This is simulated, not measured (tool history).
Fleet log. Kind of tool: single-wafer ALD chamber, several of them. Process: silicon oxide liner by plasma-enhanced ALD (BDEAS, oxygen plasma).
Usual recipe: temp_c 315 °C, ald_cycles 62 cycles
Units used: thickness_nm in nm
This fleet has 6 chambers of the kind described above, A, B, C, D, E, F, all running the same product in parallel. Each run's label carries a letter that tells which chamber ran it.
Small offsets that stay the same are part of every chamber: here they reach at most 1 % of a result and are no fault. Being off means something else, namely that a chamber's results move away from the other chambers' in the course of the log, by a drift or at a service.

run,hour,temp_c,ald_cycles,hours since the last thermocouple change,"read-back reference wafer on the same gauge, thickness_nm",thickness_nm
1D,13.8,315,62,175.9,4.7474,5.6592
2A,30.3,315,62,2505.7,4.7473,5.6438
3F,40.2,315,62,1311.1,4.7465,5.6706
4C,54.9,315,62,642.2,4.7454,5.6703
5B,63.5,315,62,176.6,4.7458,5.6465
6E,71.6,315,62,1489.5,4.7476,5.6048
7A,82.9,315,71,2558.3,4.7473,6.4513
# hour 93.4: chamber A: thermocouple changed; heater temperature recalibrated
8F,98.8,315,71,1369.7,4.745,6.5118
9C,108.6,315,71,695.9,4.7433,6.495
10E,119.9,315,71,1537.8,4.7436,6.4211
11B,132.6,315,71,245.7,4.7424,6.4347
12D,140.4,315,71,302.5,4.742,6.4817
13A,154,315,62,60.6,4.7401,5.6404
14C,164,315,62,751.3,4.7406,5.6754
15B,173.1,315,62,286.2,4.7416,5.6268
16E,182.7,315,62,1600.6,4.7397,5.5878
17D,196.9,315,62,359,4.739,5.6419
18F,204.1,315,62,1475,4.7395,5.678
19D,216,315,62,378.1,4.7375,5.634
# hour 225.9: chamber F: thermocouple changed; heater temperature recalibrated
20C,231.1,315,62,818.4,4.7368,5.6747
21B,238.4,315,62,351.5,4.7378,5.6155
22A,248.7,302,62,155.3,4.7354,5.7388
23E,259.8,302,62,1677.7,4.7368,5.6791
24F,268.7,302,62,42.9,4.7346,5.7639
25F,277,302,62,51.2,4.7333,5.7439
26A,286.4,302,62,193,4.7336,5.7425
# hour 290.1: chamber C: thermocouple changed; heater temperature recalibrated
27E,301,302,62,1718.9,4.7341,5.6831
28D,316.8,315,62,478.9,4.7309,5.6347
29B,325,315,73,438.1,4.7325,6.6339
30C,335.7,315,73,45.6,4.7305,6.6534
31D,350.9,315,73,513,4.7306,6.6448
32F,364.3,315,73,138.5,4.7308,6.6508
33A,374.2,315,73,280.8,4.7282,6.6258
34C,386,315,73,95.9,4.7292,6.6443
35B,400.4,315,62,513.5,4.7286,5.6062
36E,412.6,315,62,1830.5,4.7269,5.5823
37E,428.7,305,73,1846.6,4.7264,6.6613
38B,443.4,305,73,556.5,4.725,6.6935
39D,455.6,305,73,617.7,4.7234,6.716
40A,463.3,305,73,369.9,4.7244,6.7078
41F,478.7,305,73,252.9,4.7226,6.7503
42C,486.7,305,73,196.6,4.7232,6.7516
43B,501.7,315,62,614.8,4.7227,5.5919
44A,515.1,315,62,421.7,4.7194,5.62

Is one chamber off against the others, does the gauge drift, or is nothing wrong? If a chamber is off, say which, and what the likeliest cause is.

It is the gauge, not a chamber: its drift shows up in every chamber's results at once, and no chamber is off.
Most likely cause: gauge reads low (%) = 0.614.
